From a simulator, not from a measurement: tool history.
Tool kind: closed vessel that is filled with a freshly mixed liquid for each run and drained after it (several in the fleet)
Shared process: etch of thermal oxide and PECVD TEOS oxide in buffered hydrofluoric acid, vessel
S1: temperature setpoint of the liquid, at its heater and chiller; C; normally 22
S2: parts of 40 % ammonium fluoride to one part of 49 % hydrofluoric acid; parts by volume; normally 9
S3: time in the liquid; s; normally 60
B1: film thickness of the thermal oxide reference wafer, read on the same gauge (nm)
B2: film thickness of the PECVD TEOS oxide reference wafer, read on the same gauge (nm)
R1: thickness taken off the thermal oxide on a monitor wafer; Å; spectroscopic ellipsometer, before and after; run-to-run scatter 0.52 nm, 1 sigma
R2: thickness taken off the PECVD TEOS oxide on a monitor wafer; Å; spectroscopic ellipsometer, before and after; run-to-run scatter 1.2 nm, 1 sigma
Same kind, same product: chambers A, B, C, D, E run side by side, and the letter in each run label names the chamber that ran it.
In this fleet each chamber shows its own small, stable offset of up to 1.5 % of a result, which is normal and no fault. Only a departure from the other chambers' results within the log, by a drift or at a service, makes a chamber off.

Run 1D, day 0.221: usual settings; B1 139.99; B2 79.991. Result: R1 631.76 Å, R2 1412.6 Å.
Run 2B, day 0.329: usual settings; B1 139.98; B2 79.985. Result: R1 640.48 Å, R2 1450.4 Å.
Run 3C, day 0.483: usual settings; B1 139.99; B2 79.974. Result: R1 634.39 Å, R2 1427.7 Å.
Run 4A, day 0.692: usual settings; B1 139.99; B2 80. Result: R1 624.27 Å, R2 1414.2 Å.
Run 5E, day 0.854: usual settings; B1 139.99; B2 79.962. Result: R1 631.44 Å, R2 1432.8 Å.
Run 6C, day 0.967: usual settings but S2 6 parts by volume, S3 95 s; B1 140; B2 80.025. Result: R1 1506.4 Å, R2 3430.9 Å.
Run 7D, day 1.125: usual settings but S2 6 parts by volume, S3 95 s; B1 140.01; B2 79.989. Result: R1 1470.1 Å, R2 3378.7 Å.
Run 8B, day 1.271: usual settings but S2 6 parts by volume, S3 95 s; B1 140; B2 80.013. Result: R1 1504.4 Å, R2 3438.6 Å.
Run 9A, day 1.45: usual settings but S2 6 parts by volume, S3 95 s; B1 140; B2 80.014. Result: R1 1461.8 Å, R2 3397.5 Å.
Run 10E, day 1.642: usual settings but S2 6 parts by volume, S3 95 s; B1 140; B2 79.948. Result: R1 1528.2 Å, R2 3365.2 Å.
Run 11A, day 1.788: usual settings; B1 140; B2 79.998. Result: R1 625.55 Å, R2 1423.4 Å.
Run 12B, day 1.95: usual settings; B1 140.03; B2 79.999. Result: R1 633.75 Å, R2 1432.3 Å.
Run 13E, day 2.058: usual settings; B1 139.98; B2 79.993. Result: R1 639.09 Å, R2 1435.4 Å.
At day 2.192: chamber A: thermometer replaced.
Run 14C, day 2.208: usual settings; B1 140; B2 80.007. Result: R1 643.02 Å, R2 1441.7 Å.
At day 2.317: chamber A: hydrofluoric acid flow meter replaced.
Run 15D, day 2.379: usual settings; B1 140; B2 79.971. Result: R1 634.84 Å, R2 1440.6 Å.
Run 16C, day 2.512: usual settings; B1 139.99; B2 79.956. Result: R1 629.64 Å, R2 1434.9 Å.
Run 17B, day 2.65: usual settings; B1 139.99; B2 79.995. Result: R1 638.98 Å, R2 1443.2 Å.
Run 18E, day 2.825: usual settings; B1 140; B2 79.991. Result: R1 643.69 Å, R2 1400.1 Å.
Run 19A, day 3.046: usual settings but S2 11 parts by volume; B1 140.03; B2 79.971. Result: R1 543.11 Å, R2 1230.4 Å.
Run 20D, day 3.233: usual settings but S2 11 parts by volume; B1 140.01; B2 79.995. Result: R1 537.86 Å, R2 1221.1 Å.
Run 21E, day 3.429: usual settings but S2 11 parts by volume; B1 140.01; B2 79.985. Result: R1 548.46 Å, R2 1196.2 Å.
At day 3.479: chamber D: thermometer replaced.
Run 22D, day 3.575: usual settings but S2 11 parts by volume; B1 140; B2 80.026. Result: R1 542.47 Å, R2 1223.8 Å.
Run 23A, day 3.754: usual settings but S2 11 parts by volume; B1 140; B2 79.978. Result: R1 530.06 Å, R2 1227.2 Å.
Run 24C, day 3.896: usual settings; B1 140; B2 79.989. Result: R1 639.01 Å, R2 1416 Å.
Run 25B, day 4.071: usual settings; B1 139.99; B2 79.963. Result: R1 636.26 Å, R2 1443.1 Å.
Run 26E, day 4.179: usual settings but S2 11 parts by volume; B1 140.01; B2 80.056. Result: R1 536.98 Å, R2 1202.7 Å.
Run 27D, day 4.317: usual settings but S2 11 parts by volume; B1 140.01; B2 79.987. Result: R1 542.3 Å, R2 1217.6 Å.
Run 28C, day 4.529: usual settings but S2 11 parts by volume; B1 140; B2 80.016. Result: R1 541.11 Å, R2 1193.1 Å.
Run 29A, day 4.642: usual settings but S2 11 parts by volume; B1 140; B2 79.988. Result: R1 534.5 Å, R2 1233.5 Å.
Run 30B, day 4.862: usual settings but S2 11 parts by volume; B1 140.01; B2 80.012. Result: R1 546.03 Å, R2 1215.7 Å.
Run 31A, day 4.988: usual settings; B1 140; B2 79.971. Result: R1 623.96 Å, R2 1429.7 Å.
Run 32B, day 5.167: usual settings; B1 140.01; B2 79.988. Result: R1 638.71 Å, R2 1421.7 Å.
Run 33D, day 5.333: usual settings but S1 26 C, S2 7 parts by volume; B1 139.99; B2 79.973. Result: R1 1016.7 Å, R2 2303.5 Å.
Run 34C, day 5.467: usual settings but S1 26 C, S2 7 parts by volume; B1 140.03; B2 80.017. Result: R1 1041.7 Å, R2 2332.4 Å.
Run 35E, day 5.612: usual settings but S1 26 C, S2 7 parts by volume; B1 140; B2 80.018. Result: R1 1046.4 Å, R2 2323.2 Å.
Run 36D, day 5.771: usual settings but S1 26 C, S2 7 parts by volume; B1 139.99; B2 80.028. Result: R1 1027.3 Å, R2 2309.9 Å.
Run 37B, day 5.9: usual settings but S1 26 C, S2 7 parts by volume; B1 140.03; B2 79.987. Result: R1 1040.4 Å, R2 2365.9 Å.
Run 38E, day 6.108: usual settings; B1 140.01; B2 80.031. Result: R1 638.72 Å, R2 1443.4 Å.
Run 39C, day 6.325: usual settings; B1 139.99; B2 79.987. Result: R1 639.67 Å, R2 1430 Å.
Run 40A, day 6.529: usual settings; B1 140; B2 80.01. Result: R1 634.53 Å, R2 1433.6 Å.
Run 41A, day 6.692: usual settings; B1 140; B2 79.976. Result: R1 630.2 Å, R2 1438.2 Å.
Run 42B, day 6.9: usual settings; B1 140.01; B2 80.012. Result: R1 634.71 Å, R2 1417.6 Å.
Run 43C, day 7.075: usual settings; B1 140.04; B2 80.024. Result: R1 637.26 Å, R2 1420.5 Å.
Run 44E, day 7.267: usual settings; B1 140.01; B2 79.977. Result: R1 642.38 Å, R2 1440.4 Å.

Predict what each chamber gives when all 5 of them run the settings below next.
Run 45A, day 7.433: usual settings. Result: R1 ?, R2 ?.
Run 45B, day 7.433: usual settings. Result: R1 ?, R2 ?.
Run 45C, day 7.433: usual settings. Result: R1 ?, R2 ?.
Run 45D, day 7.433: usual settings. Result: R1 ?, R2 ?.
Run 45E, day 7.433: usual settings. Result: R1 ?, R2 ?.

run      R1      R2
45A   625.4  1447.1
45B  643.97  1424.9
45C   637.8  1432.1
45D  630.75  1427.8
45E  646.12  1415.4
